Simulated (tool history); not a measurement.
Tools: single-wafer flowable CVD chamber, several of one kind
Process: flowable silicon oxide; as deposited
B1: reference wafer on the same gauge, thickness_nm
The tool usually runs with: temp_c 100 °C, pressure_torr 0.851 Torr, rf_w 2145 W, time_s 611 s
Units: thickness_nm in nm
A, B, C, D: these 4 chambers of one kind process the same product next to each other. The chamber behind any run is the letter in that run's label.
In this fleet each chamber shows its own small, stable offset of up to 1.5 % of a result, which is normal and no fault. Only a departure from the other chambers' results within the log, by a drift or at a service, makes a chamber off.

{"run": "1D", "hour": 10.6, "temp_c": 100, "pressure_torr": 0.851, "rf_w": 2145, "time_s": 611, "B1": 346.98, "thickness_nm": 404.72}
{"run": "2B", "hour": 17.2, "temp_c": 100, "pressure_torr": 0.851, "rf_w": 2145, "time_s": 611, "B1": 346.98, "thickness_nm": 415.16}
{"run": "3C", "hour": 31.1, "temp_c": 100, "pressure_torr": 0.851, "rf_w": 2145, "time_s": 611, "B1": 347.09, "thickness_nm": 403.48}
{"run": "4A", "hour": 37.6, "temp_c": 100, "pressure_torr": 0.851, "rf_w": 2145, "time_s": 611, "B1": 347.03, "thickness_nm": 407.73}
{"run": "5A", "hour": 44.3, "temp_c": 100, "pressure_torr": 1.013, "rf_w": 2145, "time_s": 664, "B1": 347.07, "thickness_nm": 548.68}
{"run": "6C", "hour": 53.2, "temp_c": 100, "pressure_torr": 1.013, "rf_w": 2145, "time_s": 664, "B1": 346.8, "thickness_nm": 547.76}
{"run": "7D", "hour": 62.7, "temp_c": 100, "pressure_torr": 1.013, "rf_w": 2145, "time_s": 664, "B1": 347.18, "thickness_nm": 545.37}
{"run": "8B", "hour": 72.1, "temp_c": 100, "pressure_torr": 1.013, "rf_w": 2145, "time_s": 664, "B1": 347.12, "thickness_nm": 552.16}
{"run": "9A", "hour": 79.3, "temp_c": 100, "pressure_torr": 0.851, "rf_w": 2145, "time_s": 611, "B1": 346.96, "thickness_nm": 407.79}
{"run": "10C", "hour": 87.9, "temp_c": 100, "pressure_torr": 0.851, "rf_w": 2145, "time_s": 611, "B1": 346.93, "thickness_nm": 407.72}
{"hour": 93.7, "done": "chamber D: RF generator calibrated"}
{"run": "11D", "hour": 98.5, "temp_c": 100, "pressure_torr": 0.851, "rf_w": 2145, "time_s": 611, "B1": 347.19, "thickness_nm": 403.71}
{"run": "12B", "hour": 110.8, "temp_c": 100, "pressure_torr": 0.851, "rf_w": 2145, "time_s": 611, "B1": 346.95, "thickness_nm": 415.93}
{"run": "13A", "hour": 117.5, "temp_c": 100, "pressure_torr": 0.851, "rf_w": 2145, "time_s": 611, "B1": 346.98, "thickness_nm": 405.71}
{"run": "14C", "hour": 123.7, "temp_c": 100, "pressure_torr": 0.851, "rf_w": 2145, "time_s": 611, "B1": 347.17, "thickness_nm": 403.62}
{"run": "15D", "hour": 133.6, "temp_c": 113, "pressure_torr": 0.851, "rf_w": 2145, "time_s": 723, "B1": 347.39, "thickness_nm": 310.08}
{"run": "16B", "hour": 147.6, "temp_c": 113, "pressure_torr": 0.851, "rf_w": 2145, "time_s": 723, "B1": 347.02, "thickness_nm": 325.11}
{"run": "17B", "hour": 158.3, "temp_c": 113, "pressure_torr": 0.851, "rf_w": 2145, "time_s": 723, "B1": 347, "thickness_nm": 325.61}
{"run": "18D", "hour": 166.2, "temp_c": 113, "pressure_torr": 0.851, "rf_w": 2145, "time_s": 723, "B1": 347.13, "thickness_nm": 310.05}
{"run": "19A", "hour": 174.1, "temp_c": 100, "pressure_torr": 0.851, "rf_w": 2145, "time_s": 611, "B1": 347.12, "thickness_nm": 405.54}
{"run": "20C", "hour": 182.0, "temp_c": 100, "pressure_torr": 0.851, "rf_w": 2145, "time_s": 611, "B1": 346.88, "thickness_nm": 406.09}
{"run": "21D", "hour": 193.7, "temp_c": 100, "pressure_torr": 0.851, "rf_w": 2520, "time_s": 611, "B1": 347.11, "thickness_nm": 415.71}
{"run": "22B", "hour": 204.6, "temp_c": 100, "pressure_torr": 0.851, "rf_w": 2520, "time_s": 611, "B1": 347.22, "thickness_nm": 435.82}
{"run": "23A", "hour": 211.7, "temp_c": 100, "pressure_torr": 0.851, "rf_w": 2520, "time_s": 611, "B1": 346.85, "thickness_nm": 416.54}
{"run": "24C", "hour": 221.1, "temp_c": 100, "pressure_torr": 0.851, "rf_w": 2520, "time_s": 611, "B1": 346.85, "thickness_nm": 414.77}
{"run": "25B", "hour": 227.6, "temp_c": 100, "pressure_torr": 0.851, "rf_w": 2145, "time_s": 611, "B1": 346.73, "thickness_nm": 424.93}
{"run": "26D", "hour": 237.2, "temp_c": 100, "pressure_torr": 1.027, "rf_w": 2145, "time_s": 611, "B1": 347.03, "thickness_nm": 515.42}

Is one chamber off against the others, does the gauge drift, or is nothing wrong? If a chamber is off, say which, and what the likeliest cause is.

One chamber, B, drifts off from the rest bit by bit.
Most likely cause: wafer temperature below the value expected at the setpoint (K) = 1.2.
The log may not tell that from: true pressure above the setpoint (%).

Which of the 4 candidates below, each the usual settings with something changed and its results left as question marks, puts chamber B back in line with what the other chambers give on the usual settings?
To be in line, a result may differ from the other chambers' mean on the usual settings by at most: thickness_nm 4.5 nm
{"run": "27B-1", "hour": 247.1, "temp_c": 101, "pressure_torr": 0.841, "rf_w": 2145, "time_s": 607, "thickness_nm": "?"}
{"run": "27B-2", "hour": 247.1, "temp_c": 100, "pressure_torr": 0.866, "rf_w": 2150, "time_s": 611, "thickness_nm": "?"}
{"run": "27B-3", "hour": 247.1, "temp_c": 100, "pressure_torr": 0.851, "rf_w": 2145, "time_s": 597, "thickness_nm": "?"}
{"run": "27B-4", "hour": 247.1, "temp_c": 100, "pressure_torr": 0.878, "rf_w": 2150, "time_s": 621, "thickness_nm": "?"}

The mean the other chambers reach with the usual settings: thickness_nm 405.34 nm
run=27B-1 thickness_nm=407.18
run=27B-2 thickness_nm=439.06
run=27B-3 thickness_nm=419.58
run=27B-4 thickness_nm=453.96
The right change is 27B-1: it brings the chamber back within the allowed miss of the others.
